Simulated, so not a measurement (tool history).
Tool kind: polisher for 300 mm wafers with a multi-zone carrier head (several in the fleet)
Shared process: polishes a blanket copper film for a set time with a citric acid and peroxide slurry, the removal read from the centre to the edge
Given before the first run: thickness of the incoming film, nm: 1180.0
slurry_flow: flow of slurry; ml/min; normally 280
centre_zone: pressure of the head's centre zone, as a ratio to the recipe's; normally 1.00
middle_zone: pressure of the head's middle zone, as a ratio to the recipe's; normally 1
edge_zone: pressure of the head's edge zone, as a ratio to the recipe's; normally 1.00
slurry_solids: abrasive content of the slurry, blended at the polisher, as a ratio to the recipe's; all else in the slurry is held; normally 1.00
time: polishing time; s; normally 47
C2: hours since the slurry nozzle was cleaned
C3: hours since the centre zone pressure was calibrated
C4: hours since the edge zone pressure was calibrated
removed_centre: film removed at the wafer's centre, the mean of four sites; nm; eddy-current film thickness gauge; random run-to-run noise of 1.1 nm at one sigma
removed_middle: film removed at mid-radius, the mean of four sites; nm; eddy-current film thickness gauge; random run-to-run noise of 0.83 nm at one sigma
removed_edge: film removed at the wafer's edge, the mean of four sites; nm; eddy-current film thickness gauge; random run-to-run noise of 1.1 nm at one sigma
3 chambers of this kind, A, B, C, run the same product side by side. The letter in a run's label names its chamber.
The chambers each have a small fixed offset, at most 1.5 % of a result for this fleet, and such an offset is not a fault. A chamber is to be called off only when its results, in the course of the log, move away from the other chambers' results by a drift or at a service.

run 1B day=0.133 | slurry_flow=280 centre_zone=1.00 middle_zone=1 edge_zone=1.00 slurry_solids=1.00 time=47 | wafers_polished_on_this_pad=462 C2=239.0 C3=726.0 C4=155.3 | removed_centre=121.68 removed_middle=122.41 removed_edge=124.38
run 2A day=0.317 | slurry_flow=280 centre_zone=1.00 middle_zone=1 edge_zone=1.00 slurry_solids=1.00 time=47 | wafers_polished_on_this_pad=234 C2=501.3 C3=1179.7 C4=302.3 | removed_centre=124.35 removed_middle=123.77 removed_edge=123.86
run 3C day=0.488 | slurry_flow=280 centre_zone=1.00 middle_zone=1 edge_zone=1.00 slurry_solids=1.00 time=47 | wafers_polished_on_this_pad=700 C2=359.5 C3=142.6 C4=79.2 | removed_centre=121.98 removed_middle=124.07 removed_edge=122.90
run 4B day=0.588 | slurry_flow=280 centre_zone=1.00 middle_zone=1 edge_zone=1.00 slurry_solids=1.00 time=47 | wafers_polished_on_this_pad=532 C2=249.9 C3=736.9 C4=166.2 | removed_centre=121.76 removed_middle=123.01 removed_edge=124.21
run 5A day=0.742 | slurry_flow=280 centre_zone=1.00 middle_zone=1 edge_zone=1.00 slurry_solids=1.25 time=47 | wafers_polished_on_this_pad=299 C2=511.5 C3=1189.9 C4=312.5 | removed_centre=130.59 removed_middle=131.17 removed_edge=132.16
run 6C day=0.842 | slurry_flow=280 centre_zone=1.00 middle_zone=1 edge_zone=1.00 slurry_solids=1.25 time=47 | wafers_polished_on_this_pad=754 C2=368.0 C3=151.1 C4=87.7 | removed_centre=129.45 removed_middle=129.53 removed_edge=128.00
run 7B day=0.983 | slurry_flow=280 centre_zone=1.00 middle_zone=1 edge_zone=1.00 slurry_solids=1.25 time=47 | wafers_polished_on_this_pad=592 C2=259.4 C3=746.4 C4=175.7 | removed_centre=127.50 removed_middle=129.16 removed_edge=130.00
run 8C day=1.171 | slurry_flow=280 centre_zone=1.00 middle_zone=1 edge_zone=1.00 slurry_solids=1.00 time=47 | wafers_polished_on_this_pad=804 C2=375.9 C3=159.0 C4=95.6 | removed_centre=121.92 removed_middle=124.82 removed_edge=125.37
run 9A day=1.362 | slurry_flow=280 centre_zone=1.00 middle_zone=1 edge_zone=1.00 slurry_solids=1.00 time=47 | wafers_polished_on_this_pad=394 C2=526.4 C3=1204.8 C4=327.4 | removed_centre=123.51 removed_middle=123.21 removed_edge=124.37
-- day=1.412 chamber A: centre zone pressure recalibrated
run 10A day=1.533 | slurry_flow=210 centre_zone=1.00 middle_zone=1 edge_zone=1.06 slurry_solids=1.00 time=47 | wafers_polished_on_this_pad=420 C2=530.5 C3=3.0 C4=331.5 | removed_centre=108.93 removed_middle=120.79 removed_edge=123.62
run 11B day=1.704 | slurry_flow=210 centre_zone=1.00 middle_zone=1 edge_zone=1.06 slurry_solids=1.00 time=47 | wafers_polished_on_this_pad=703 C2=276.7 C3=763.7 C4=193.0 | removed_centre=117.17 removed_middle=119.41 removed_edge=126.23
run 12C day=1.821 | slurry_flow=210 centre_zone=1.00 middle_zone=1 edge_zone=1.06 slurry_solids=1.00 time=47 | wafers_polished_on_this_pad=904 C2=391.5 C3=174.6 C4=111.2 | removed_centre=117.36 removed_middle=120.39 removed_edge=122.82
run 13C day=1.908 | slurry_flow=280 centre_zone=1.00 middle_zone=1 edge_zone=1.00 slurry_solids=1.00 time=47 | wafers_polished_on_this_pad=917 C2=393.6 C3=176.7 C4=113.3 | removed_centre=121.78 removed_middle=123.14 removed_edge=124.91
run 14B day=2.017 | slurry_flow=280 centre_zone=1.06 middle_zone=1 edge_zone=1.00 slurry_solids=1.00 time=47 | wafers_polished_on_this_pad=750 C2=284.2 C3=771.2 C4=200.5 | removed_centre=130.23 removed_middle=122.46 removed_edge=123.78
-- day=2.117 chamber B: worn pad replaced by a new one
run 15A day=2.204 | slurry_flow=280 centre_zone=1.06 middle_zone=1 edge_zone=1.00 slurry_solids=1.00 time=47 | wafers_polished_on_this_pad=522 C2=546.6 C3=19.1 C4=347.6 | removed_centre=119.79 removed_middle=123.65 removed_edge=124.24
run 16C day=2.362 | slurry_flow=280 centre_zone=1.06 middle_zone=1 edge_zone=1.00 slurry_solids=1.00 time=47 | wafers_polished_on_this_pad=987 C2=404.5 C3=187.6 C4=124.2 | removed_centre=128.31 removed_middle=123.55 removed_edge=124.45
run 17A day=2.496 | slurry_flow=280 centre_zone=1.00 middle_zone=1 edge_zone=1.00 slurry_solids=1.00 time=47 | wafers_polished_on_this_pad=567 C2=553.6 C3=26.1 C4=354.6 | removed_centre=112.83 removed_middle=123.97 removed_edge=126.08
run 18B day=2.650 | slurry_flow=280 centre_zone=1.00 middle_zone=1 edge_zone=1.00 slurry_solids=1.00 time=47 | wafers_polished_on_this_pad=81 C2=299.4 C3=786.4 C4=215.7 | removed_centre=122.18 removed_middle=124.29 removed_edge=123.38
-- day=2.658 chamber C: slurry nozzle cleaned
run 19A day=2.846 | slurry_flow=280 centre_zone=1.00 middle_zone=1 edge_zone=1.00 slurry_solids=1.00 time=47 | wafers_polished_on_this_pad=620 C2=562.0 C3=34.5 C4=363.0 | removed_centre=114.50 removed_middle=124.52 removed_edge=125.73
-- day=2.904 chamber C: worn pad replaced by a new one
run 20B day=3.000 | slurry_flow=280 centre_zone=1.00 middle_zone=1 edge_zone=1.00 slurry_solids=1.00 time=47 | wafers_polished_on_this_pad=135 C2=307.8 C3=794.8 C4=224.1 | removed_centre=121.61 removed_middle=122.70 removed_edge=122.13
run 21C day=3.104 | slurry_flow=280 centre_zone=1.00 middle_zone=1 edge_zone=1.00 slurry_solids=1.00 time=47 | wafers_polished_on_this_pad=30 C2=10.7 C3=205.4 C4=142.0 | removed_centre=124.72 removed_middle=124.84 removed_edge=123.83
run 22A day=3.221 | slurry_flow=280 centre_zone=1.00 middle_zone=1 edge_zone=1.00 slurry_solids=1.00 time=47 | wafers_polished_on_this_pad=678 C2=571.0 C3=43.5 C4=372.0 | removed_centre=115.29 removed_middle=124.19 removed_edge=124.66
run 23B day=3.412 | slurry_flow=280 centre_zone=1.00 middle_zone=1 edge_zone=1.00 slurry_solids=1.00 time=47 | wafers_polished_on_this_pad=198 C2=317.7 C3=804.7 C4=234.0 | removed_centre=121.75 removed_middle=121.61 removed_edge=123.49
run 24C day=3.554 | slurry_flow=280 centre_zone=1.00 middle_zone=1 edge_zone=1.00 slurry_solids=1.00 time=47 | wafers_polished_on_this_pad=99 C2=21.5 C3=216.2 C4=152.8 | removed_centre=123.21 removed_middle=125.39 removed_edge=124.85
run 25A day=3.717 | slurry_flow=280 centre_zone=1.00 middle_zone=1 edge_zone=1.00 slurry_solids=1.00 time=47 | wafers_polished_on_this_pad=753 C2=582.9 C3=55.4 C4=383.9 | removed_centre=113.94 removed_middle=124.32 removed_edge=122.56
run 26C day=3.821 | slurry_flow=280 centre_zone=1.00 middle_zone=1 edge_zone=1.00 slurry_solids=1.00 time=47 | wafers_polished_on_this_pad=140 C2=27.9 C3=222.6 C4=159.2 | removed_centre=123.18 removed_middle=124.10 removed_edge=124.32
run 27B day=3.950 | slurry_flow=280 centre_zone=1.00 middle_zone=1 edge_zone=1.00 slurry_solids=1.00 time=47 | wafers_polished_on_this_pad=280 C2=330.6 C3=817.6 C4=246.9 | removed_centre=122.54 removed_middle=123.36 removed_edge=122.94
run 28C day=4.100 | slurry_flow=205 centre_zone=1.00 middle_zone=1 edge_zone=0.95 slurry_solids=1.00 time=47 | wafers_polished_on_this_pad=182 C2=34.6 C3=229.3 C4=165.9 | removed_centre=117.83 removed_middle=119.93 removed_edge=117.52

Next, every chamber runs the same settings. What will each give?
run 29A day=4.242 | slurry_flow=310 centre_zone=1.00 middle_zone=1 edge_zone=1.00 slurry_solids=1.00 time=47 | removed_centre=? removed_middle=? removed_edge=?
run 29B day=4.242 | slurry_flow=310 centre_zone=1.00 middle_zone=1 edge_zone=1.00 slurry_solids=1.00 time=47 | removed_centre=? removed_middle=? removed_edge=?
run 29C day=4.242 | slurry_flow=310 centre_zone=1.00 middle_zone=1 edge_zone=1.00 slurry_solids=1.00 time=47 | removed_centre=? removed_middle=? removed_edge=?

run=29A removed_centre=115.65 removed_middle=124.42 removed_edge=123.58
run=29B removed_centre=126.12 removed_middle=124.01 removed_edge=125.74
run=29C removed_centre=124.02 removed_middle=126.84 removed_edge=125.10
